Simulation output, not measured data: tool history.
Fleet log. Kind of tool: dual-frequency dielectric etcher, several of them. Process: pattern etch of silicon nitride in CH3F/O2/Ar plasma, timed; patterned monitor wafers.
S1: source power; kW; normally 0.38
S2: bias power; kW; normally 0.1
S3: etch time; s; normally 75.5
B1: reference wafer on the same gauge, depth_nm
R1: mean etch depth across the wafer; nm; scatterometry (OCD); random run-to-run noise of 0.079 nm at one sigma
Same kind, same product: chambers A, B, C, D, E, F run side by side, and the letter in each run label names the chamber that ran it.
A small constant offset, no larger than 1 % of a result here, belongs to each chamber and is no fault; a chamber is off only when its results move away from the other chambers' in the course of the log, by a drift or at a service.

run,day,S1,S2,S3,B1,R1
1C,0.375,0.38,0.1,75.5,51.323,57.949
# day 0.529: chamber F: wet clean of the chamber
2F,0.742,0.38,0.1,75.5,51.307,58.351
3E,1.2,0.38,0.1,75.5,51.317,58.098
4B,1.642,0.38,0.1,75.5,51.352,58.696
5A,1.983,0.38,0.1,75.5,51.353,58.395
6D,2.346,0.38,0.1,75.5,51.331,58.505
# day 2.492: chamber D: wet clean of the chamber
7E,2.733,0.38,0.1,75.5,51.366,58.23
8A,3.138,0.35,0.092,75.5,51.34,54.967
9F,3.512,0.35,0.092,75.5,51.369,54.894
10C,3.8,0.35,0.092,75.5,51.371,54.668
# day 3.875: chamber B: wet clean of the chamber
11B,4.271,0.35,0.092,75.5,51.37,55.307
12D,4.783,0.35,0.092,75.5,51.375,55.208
13A,5.079,0.35,0.092,75.5,51.387,55.109
14B,5.538,0.38,0.1,75.5,51.408,58.543
15C,5.95,0.31,0.1,75.5,51.403,53.936
16D,6.225,0.31,0.1,75.5,51.421,54.353
# day 6.404: chamber F: source power generator calibrated
17F,6.558,0.31,0.1,75.5,51.409,54.16
18E,7.038,0.31,0.1,75.5,51.428,54.048
19B,7.417,0.31,0.1,75.5,51.426,54.576
20A,7.675,0.31,0.1,75.5,51.426,54.245
21F,8.017,0.38,0.1,75.5,51.441,58.381
22D,8.317,0.38,0.076,67.5,51.462,47.334
23E,8.679,0.38,0.076,67.5,51.455,47.258
24C,9.158,0.38,0.076,67.5,51.451,47.096
25E,9.683,0.38,0.076,67.5,51.465,47.226
26A,10.175,0.38,0.076,67.5,51.472,47.484
# day 10.458: chamber A: wet clean of the chamber
27B,10.558,0.38,0.076,67.5,51.477,47.638
28F,10.896,0.38,0.1,75.5,51.494,58.427
29C,11.171,0.38,0.1,75.5,51.518,58.152
30D,11.517,0.38,0.1,75.5,51.5,58.709
31F,11.992,0.34,0.114,75.5,51.482,58.939
32C,12.529,0.34,0.114,75.5,51.529,58.799
33B,13.033,0.34,0.114,75.5,51.526,59.317
34D,13.458,0.34,0.114,75.5,51.529,59.367
35E,13.942,0.34,0.114,75.5,51.542,58.778
36A,14.258,0.34,0.114,75.5,51.565,59.059
37C,14.775,0.38,0.1,75.5,51.53,58.154
38D,15.121,0.38,0.1,75.5,51.559,58.807
39A,15.662,0.38,0.1,75.5,51.574,58.729
40E,15.946,0.38,0.1,75.5,51.567,58.52

Decide between three cases: one chamber stands off from its peers, the gauge reading all wafers drifts, or nothing is wrong past each chamber's small offset. Where a chamber is off, say which and what most likely put it there.

The shared gauge is drifting. All chambers look as if they move in step, but none is off.
Most likely cause: gauge reads high (%) = 0.557.
